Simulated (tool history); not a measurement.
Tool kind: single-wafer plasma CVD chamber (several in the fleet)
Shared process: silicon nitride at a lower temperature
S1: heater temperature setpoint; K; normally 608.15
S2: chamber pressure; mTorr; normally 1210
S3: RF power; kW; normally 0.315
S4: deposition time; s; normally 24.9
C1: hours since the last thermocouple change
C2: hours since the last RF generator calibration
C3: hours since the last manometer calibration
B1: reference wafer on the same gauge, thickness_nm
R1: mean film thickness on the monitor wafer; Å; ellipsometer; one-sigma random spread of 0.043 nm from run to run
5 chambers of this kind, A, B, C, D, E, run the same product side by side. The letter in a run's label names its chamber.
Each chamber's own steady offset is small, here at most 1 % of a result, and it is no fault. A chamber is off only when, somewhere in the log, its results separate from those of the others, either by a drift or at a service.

run 1D hour=4.8 | S1=608.15 S2=1210 S3=0.315 S4=24.9 | C1=665.0 C2=1089.2 C3=1390.6 | B1=31.394 | R1=279.77
run 2C hour=10.1 | S1=608.15 S2=1210 S3=0.315 S4=24.9 | C1=1145.8 C2=1343.7 C3=556.4 | B1=31.393 | R1=282.03
run 3B hour=15.3 | S1=608.15 S2=1210 S3=0.315 S4=24.9 | C1=525.1 C2=546.0 C3=929.3 | B1=31.382 | R1=282.90
run 4A hour=23.1 | S1=608.15 S2=1210 S3=0.315 S4=24.9 | C1=414.8 C2=208.4 C3=509.0 | B1=31.384 | R1=279.08
run 5E hour=30.9 | S1=608.15 S2=1210 S3=0.315 S4=24.9 | C1=982.5 C2=114.6 C3=1698.0 | B1=31.382 | R1=278.52
run 6E hour=35.2 | S1=608.15 S2=1210 S3=0.315 S4=24.9 | C1=986.8 C2=118.9 C3=1702.3 | B1=31.370 | R1=278.23
run 7A hour=41.4 | S1=608.15 S2=1210 S3=0.315 S4=28.5 | C1=433.1 C2=226.7 C3=527.3 | B1=31.362 | R1=319.06
run 8B hour=47.7 | S1=608.15 S2=1210 S3=0.315 S4=28.5 | C1=557.5 C2=578.4 C3=961.7 | B1=31.371 | R1=322.88
run 9D hour=51.8 | S1=608.15 S2=1210 S3=0.315 S4=28.5 | C1=712.0 C2=1136.2 C3=1437.6 | B1=31.351 | R1=319.57
run 10C hour=58.4 | S1=608.15 S2=1210 S3=0.315 S4=28.5 | C1=1194.1 C2=1392.0 C3=604.7 | B1=31.358 | R1=323.01
run 11B hour=63.6 | S1=608.15 S2=1210 S3=0.315 S4=28.5 | C1=573.4 C2=594.3 C3=977.6 | B1=31.343 | R1=322.53
run 12C hour=70.9 | S1=608.15 S2=1210 S3=0.275 S4=24.9 | C1=1206.6 C2=1404.5 C3=617.2 | B1=31.336 | R1=257.70
run 13D hour=78.9 | S1=608.15 S2=1210 S3=0.275 S4=24.9 | C1=739.1 C2=1163.3 C3=1464.7 | B1=31.343 | R1=255.76
run 14E hour=85.7 | S1=608.15 S2=1210 S3=0.275 S4=24.9 | C1=1037.3 C2=169.4 C3=1752.8 | B1=31.326 | R1=252.20
run 15A hour=90.1 | S1=608.15 S2=1210 S3=0.275 S4=24.9 | C1=481.8 C2=275.4 C3=576.0 | B1=31.325 | R1=254.95
run 16C hour=96.3 | S1=608.15 S2=1210 S3=0.275 S4=24.9 | C1=1232.0 C2=1429.9 C3=642.6 | B1=31.324 | R1=257.13
run 17B hour=101.5 | S1=595.15 S2=1210 S3=0.315 S4=27.4 | C1=611.3 C2=632.2 C3=1015.5 | B1=31.316 | R1=311.86
run 18E hour=109.6 | S1=595.15 S2=1210 S3=0.315 S4=27.4 | C1=1061.2 C2=193.3 C3=1776.7 | B1=31.312 | R1=307.15
-- hour=111.5 chamber E: capacitance manometer re-zeroed and calibrated
run 19A hour=115.0 | S1=595.15 S2=1210 S3=0.315 S4=27.4 | C1=506.7 C2=300.3 C3=600.9 | B1=31.309 | R1=308.58
run 20D hour=119.8 | S1=595.15 S2=1210 S3=0.315 S4=27.4 | C1=780.0 C2=1204.2 C3=1505.6 | B1=31.303 | R1=307.70
run 21D hour=125.0 | S1=595.15 S2=1210 S3=0.315 S4=27.4 | C1=785.2 C2=1209.4 C3=1510.8 | B1=31.295 | R1=308.18
run 22E hour=129.0 | S1=608.15 S2=1210 S3=0.315 S4=24.9 | C1=1080.6 C2=212.7 C3=17.6 | B1=31.298 | R1=276.74
run 23C hour=135.4 | S1=608.15 S2=1210 S3=0.315 S4=24.9 | C1=1271.1 C2=1469.0 C3=681.7 | B1=31.301 | R1=281.96
run 24B hour=142.2 | S1=594.15 S2=1210 S3=0.315 S4=24.9 | C1=652.0 C2=672.9 C3=1056.2 | B1=31.285 | R1=282.36
run 25A hour=148.6 | S1=594.15 S2=1210 S3=0.315 S4=24.9 | C1=540.3 C2=333.9 C3=634.5 | B1=31.280 | R1=279.64
run 26E hour=153.0 | S1=594.15 S2=1210 S3=0.315 S4=24.9 | C1=1104.6 C2=236.7 C3=41.6 | B1=31.279 | R1=278.03
run 27C hour=158.1 | S1=594.15 S2=1210 S3=0.315 S4=24.9 | C1=1293.8 C2=1491.7 C3=704.4 | B1=31.266 | R1=282.00
run 28B hour=161.7 | S1=594.15 S2=1210 S3=0.315 S4=24.9 | C1=671.5 C2=692.4 C3=1075.7 | B1=31.262 | R1=282.69
run 29A hour=167.1 | S1=608.15 S2=1210 S3=0.315 S4=24.9 | C1=558.8 C2=352.4 C3=653.0 | B1=31.266 | R1=278.07
run 30D hour=175.0 | S1=608.15 S2=1210 S3=0.315 S4=24.9 | C1=835.2 C2=1259.4 C3=1560.8 | B1=31.252 | R1=278.27
run 31D hour=181.2 | S1=608.15 S2=1210 S3=0.315 S4=24.9 | C1=841.4 C2=1265.6 C3=1567.0 | B1=31.242 | R1=278.01
-- hour=182.8 chamber C: RF generator calibrated
run 32E hour=184.8 | S1=598.15 S2=1390 S3=0.315 S4=24.9 | C1=1136.4 C2=268.5 C3=73.4 | B1=31.253 | R1=289.16
run 33B hour=193.0 | S1=598.15 S2=1390 S3=0.315 S4=24.9 | C1=702.8 C2=723.7 C3=1107.0 | B1=31.246 | R1=293.60
run 34C hour=200.7 | S1=598.15 S2=1390 S3=0.315 S4=24.9 | C1=1336.4 C2=18.0 C3=747.0 | B1=31.233 | R1=294.27
run 35A hour=207.0 | S1=598.15 S2=1390 S3=0.315 S4=24.9 | C1=598.7 C2=392.3 C3=692.9 | B1=31.228 | R1=291.02
run 36E hour=213.6 | S1=598.15 S2=1390 S3=0.315 S4=24.9 | C1=1165.2 C2=297.3 C3=102.2 | B1=31.224 | R1=289.49
run 37D hour=220.7 | S1=608.15 S2=1210 S3=0.315 S4=24.9 | C1=880.9 C2=1305.1 C3=1606.5 | B1=31.209 | R1=277.69
run 38C hour=228.0 | S1=608.15 S2=1210 S3=0.315 S4=24.9 | C1=1363.7 C2=45.3 C3=774.3 | B1=31.220 | R1=279.72
run 39B hour=235.5 | S1=608.15 S2=1210 S3=0.315 S4=24.9 | C1=745.3 C2=766.2 C3=1149.5 | B1=31.218 | R1=280.07

Which is it: a chamber that has drifted or been left off by a service, a gauge drift common to all chambers, or only each chamber's usual small offset? If a chamber is off, name it and its likeliest cause.

The shared gauge is drifting. All chambers look as if they move in step, but none is off.
Likeliest cause: gauge reads low (%) = 0.635.

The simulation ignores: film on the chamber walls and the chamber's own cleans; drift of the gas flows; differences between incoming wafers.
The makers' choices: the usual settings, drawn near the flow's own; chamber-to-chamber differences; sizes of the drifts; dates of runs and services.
